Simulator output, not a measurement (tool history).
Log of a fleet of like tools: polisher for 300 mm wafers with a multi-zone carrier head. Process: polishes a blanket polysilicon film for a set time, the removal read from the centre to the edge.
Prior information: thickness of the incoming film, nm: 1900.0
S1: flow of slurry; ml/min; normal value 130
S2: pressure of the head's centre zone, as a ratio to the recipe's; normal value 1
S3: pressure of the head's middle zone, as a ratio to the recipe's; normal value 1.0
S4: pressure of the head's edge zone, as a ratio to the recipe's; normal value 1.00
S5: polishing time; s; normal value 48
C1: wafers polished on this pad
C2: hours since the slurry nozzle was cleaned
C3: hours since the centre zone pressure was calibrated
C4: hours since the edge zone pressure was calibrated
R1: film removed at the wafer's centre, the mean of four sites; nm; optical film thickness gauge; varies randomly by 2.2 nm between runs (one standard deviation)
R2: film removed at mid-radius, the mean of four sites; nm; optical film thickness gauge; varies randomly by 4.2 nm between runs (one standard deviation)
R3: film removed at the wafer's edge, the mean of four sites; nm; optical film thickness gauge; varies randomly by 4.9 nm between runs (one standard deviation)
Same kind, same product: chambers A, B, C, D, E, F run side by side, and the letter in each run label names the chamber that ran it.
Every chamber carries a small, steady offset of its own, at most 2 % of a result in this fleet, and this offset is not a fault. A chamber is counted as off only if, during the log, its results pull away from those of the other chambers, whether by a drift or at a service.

| run | hour | S1 | S2 | S3 | S4 | S5 | C1 | C2 | C3 | C4 | R1 | R2 | R3 |
|---|---|---|---|---|---|---|---|---|---|---|---|---|---|
| 1A | 5.9 | 130 | 1 | 1.0 | 1.00 | 48 | 908 | 203.7 | 1109.9 | 397.6 | 356.19 | 351.65 | 364.11 |
| 2D | 11.7 | 130 | 1 | 1.0 | 1.00 | 48 | 690 | 363.4 | 15.7 | 825.5 | 350.84 | 358.27 | 351.42 |
|  | 17.1 | chamber D: worn pad replaced by a new one |
| 3B | 20.5 | 130 | 1 | 1.0 | 1.00 | 48 | 559 | 141.3 | 349.8 | 46.4 | 352.28 | 344.55 | 342.25 |
|  | 25.6 | chamber B: worn pad replaced by a new one |
| 4E | 27.3 | 130 | 1 | 1.0 | 1.00 | 48 | 709 | 159.2 | 54.8 | 27.8 | 348.44 | 346.58 | 350.39 |
|  | 35.6 | chamber A: worn pad replaced by a new one |
| 5F | 35.6 | 130 | 1 | 1.0 | 1.00 | 48 | 595 | 428.8 | 158.0 | 176.2 | 349.91 | 347.74 | 361.80 |
| 6C | 44.0 | 115 | 1 | 1.0 | 1.05 | 48 | 586 | 61.2 | 89.8 | 1033.5 | 343.48 | 340.04 | 358.29 |
|  | 48.5 | chamber C: edge zone pressure recalibrated |
| 7D | 52.6 | 115 | 1 | 1.0 | 1.05 | 48 | 324 | 404.3 | 56.6 | 866.4 | 340.11 | 337.98 | 346.11 |
| 8A | 58.2 | 115 | 1 | 1.0 | 1.05 | 48 | 206 | 256.0 | 1162.2 | 449.9 | 341.95 | 333.20 | 353.72 |
| 9C | 63.1 | 115 | 1 | 1.0 | 1.05 | 48 | 760 | 80.3 | 108.9 | 14.6 | 342.21 | 336.98 | 347.80 |
| 10E | 70.5 | 115 | 1 | 1.0 | 1.05 | 48 | 1103 | 202.4 | 98.0 | 71.0 | 339.56 | 338.30 | 355.44 |
| 11F | 75.2 | 115 | 1 | 1.0 | 1.05 | 48 | 956 | 468.4 | 197.6 | 215.8 | 341.11 | 343.57 | 350.35 |
|  | 76.8 | chamber A: centre zone pressure recalibrated |
|  | 78.7 | chamber E: worn pad replaced by a new one |
| 12B | 83.0 | 130 | 1 | 1.0 | 1.00 | 48 | 523 | 203.8 | 412.3 | 108.9 | 351.62 | 349.99 | 346.15 |
|  | 87.6 | chamber B: worn pad replaced by a new one |
|  | 88.0 | chamber F: worn pad replaced by a new one |
| 13D | 91.2 | 130 | 1 | 1.0 | 1.00 | 48 | 675 | 442.9 | 95.2 | 905.0 | 351.71 | 348.03 | 359.69 |
|  | 97.8 | chamber D: worn pad replaced by a new one |
| 14E | 99.7 | 130 | 1 | 1.0 | 1.00 | 48 | 191 | 231.6 | 127.2 | 100.2 | 353.21 | 350.27 | 351.57 |
| 15A | 104.8 | 130 | 1 | 1.0 | 1.00 | 48 | 630 | 302.6 | 28.1 | 496.5 | 355.96 | 347.57 | 348.37 |
| 16F | 112.8 | 130 | 1 | 1.0 | 1.00 | 48 | 226 | 506.0 | 235.2 | 253.4 | 351.59 | 352.16 | 349.95 |
| 17C | 117.4 | 130 | 1 | 1.0 | 1.00 | 48 | 1255 | 134.6 | 163.2 | 68.9 | 349.58 | 356.23 | 348.58 |
| 18B | 123.8 | 130 | 1 | 1.0 | 1.00 | 48 | 329 | 244.6 | 453.1 | 149.7 | 351.88 | 344.12 | 341.27 |
| 19B | 130.0 | 130 | 1 | 1.0 | 1.00 | 48 | 386 | 250.8 | 459.3 | 155.9 | 346.20 | 355.17 | 346.13 |
| 20C | 136.6 | 130 | 1 | 1.0 | 1.00 | 48 | 1429 | 153.8 | 182.4 | 88.1 | 348.08 | 346.34 | 348.11 |
| 21D | 144.4 | 130 | 1 | 1.1 | 1.00 | 48 | 424 | 496.1 | 148.4 | 958.2 | 352.27 | 392.37 | 339.36 |
|  | 147.4 | chamber B: worn pad replaced by a new one |
| 22A | 150.1 | 130 | 1 | 1.1 | 1.00 | 48 | 1043 | 347.9 | 73.4 | 541.8 | 354.85 | 384.04 | 350.37 |
| 23E | 159.4 | 130 | 1 | 1.1 | 1.00 | 48 | 734 | 291.3 | 186.9 | 159.9 | 352.57 | 382.53 | 349.60 |
|  | 161.9 | chamber A: worn pad replaced by a new one |
| 24F | 165.5 | 130 | 1 | 1.1 | 1.00 | 48 | 706 | 558.7 | 287.9 | 306.1 | 353.88 | 386.75 | 348.66 |
| 25B | 173.3 | 130 | 1 | 1.1 | 1.00 | 48 | 236 | 294.1 | 502.6 | 199.2 | 351.48 | 375.69 | 341.22 |
|  | 175.9 | chamber D: worn pad replaced by a new one |
| 26F | 178.7 | 130 | 1 | 1.1 | 1.00 | 48 | 826 | 571.9 | 301.1 | 319.3 | 349.41 | 380.66 | 358.71 |
| 27D | 185.0 | 130 | 1 | 1.0 | 0.92 | 35 | 83 | 536.7 | 189.0 | 998.8 | 257.46 | 258.77 | 245.70 |
|  | 185.6 | chamber E: worn pad replaced by a new one |
| 28E | 192.9 | 130 | 1 | 1.0 | 0.92 | 35 | 67 | 324.8 | 220.4 | 193.4 | 256.10 | 252.98 | 249.63 |
| 29A | 198.6 | 130 | 1 | 1.0 | 0.92 | 35 | 334 | 396.4 | 121.9 | 590.3 | 257.49 | 248.77 | 252.61 |
|  | 201.8 | chamber E: slurry nozzle cleaned |
| 30C | 205.9 | 130 | 1 | 1.0 | 0.92 | 35 | 2061 | 223.1 | 251.7 | 157.4 | 251.69 | 243.46 | 230.20 |
|  | 207.2 | chamber B: worn pad replaced by a new one |
| 31A | 214.3 | 130 | 1 | 1.0 | 0.92 | 35 | 477 | 412.1 | 137.6 | 606.0 | 259.78 | 252.15 | 250.81 |
|  | 217.6 | chamber F: worn pad replaced by a new one |
| 32F | 218.5 | 130 | 1 | 1.0 | 0.92 | 35 | 8 | 611.7 | 340.9 | 359.1 | 254.82 | 257.64 | 245.53 |
| 33C | 226.6 | 130 | 1 | 1.0 | 1.00 | 48 | 2249 | 243.8 | 272.4 | 178.1 | 334.22 | 335.92 | 339.76 |
| 34E | 233.9 | 130 | 1 | 1.0 | 1.00 | 48 | 440 | 32.1 | 261.4 | 234.4 | 349.78 | 346.00 | 341.73 |
| 35D | 240.8 | 130 | 1 | 1.0 | 1.00 | 48 | 591 | 592.5 | 244.8 | 1054.6 | 350.48 | 347.32 | 345.91 |
|  | 248.0 | chamber D: worn pad replaced by a new one |
| 36B | 249.4 | 130 | 1 | 1.0 | 1.00 | 48 | 384 | 370.2 | 578.7 | 275.3 | 346.15 | 344.03 | 348.68 |
| 37D | 258.0 | 130 | 1 | 1.0 | 1.00 | 48 | 91 | 609.7 | 262.0 | 1071.8 | 349.36 | 353.70 | 344.75 |
| 38B | 265.8 | 130 | 1 | 1.0 | 1.00 | 48 | 534 | 386.6 | 595.1 | 291.7 | 347.26 | 342.88 | 340.51 |
| 39E | 270.9 | 130 | 1 | 1.0 | 1.00 | 48 | 777 | 69.1 | 298.4 | 271.4 | 351.74 | 351.63 | 345.66 |
| 40C | 279.2 | 130 | 1 | 1.0 | 1.00 | 48 | 2728 | 296.4 | 325.0 | 230.7 | 333.05 | 330.87 | 330.02 |
|  | 282.3 | chamber A: worn pad replaced by a new one |
| 41F | 284.3 | 130 | 1 | 1.0 | 1.00 | 48 | 607 | 677.5 | 406.7 | 424.9 | 346.29 | 349.16 | 350.97 |
| 42A | 288.8 | 130 | 1 | 1.0 | 1.00 | 48 | 59 | 486.6 | 212.1 | 680.5 | 357.43 | 351.09 | 350.61 |
| 43A | 297.6 | 130 | 1 | 1.0 | 1.00 | 48 | 139 | 495.4 | 220.9 | 689.3 | 353.93 | 343.49 | 349.80 |

Has any chamber moved away from the others, gradually or after a service, or does the common gauge drift, or do the chambers differ only by their own small steady offsets? State the chamber and the most likely cause if one applies.

Chamber C drifts away from the others.
What lies behind it: removal rate lost through wear of the pad, % = 6.3.
The log may not separate it from: slurry flow missing at the pad, %.

Here are 4 candidates for chamber C's next run, each the usual settings with a change, their results left as question marks. Which one brings its results back in line with what the others give on the usual settings?
Allowed miss from the other chambers' usual-settings mean, per result, to count as in line: R1 7.60 nm; R2 15.00 nm; R3 17.00 nm
| 44C-1 | 304.3 | 130 | 1.01 | 0.99 | 1.00 | 45 |  |  |  |  | ? | ? | ? |
| 44C-2 | 304.3 | 130 | 1.00 | 1.00 | 1.00 | 51 |  |  |  |  | ? | ? | ? |
| 44C-3 | 304.3 | 130 | 1.00 | 1.00 | 1.00 | 47 |  |  |  |  | ? | ? | ? |
| 44C-4 | 304.3 | 130 | 1.00 | 1.00 | 1.00 | 49 |  |  |  |  | ? | ? | ? |

The mean the other chambers reach with the usual settings: R1 350.58 nm; R2 348.63 nm; R3 348.84 nm
| run | R1 | R2 | R3 |
|---|---|---|---|
| 44C-1 | 314.94 | 306.99 | 310.15 |
| 44C-2 | 353.08 | 351.19 | 351.45 |
| 44C-3 | 325.38 | 323.65 | 323.89 |
| 44C-4 | 339.23 | 337.42 | 337.67 |
The right change is 44C-2: it brings the chamber back within the allowed miss of the others.
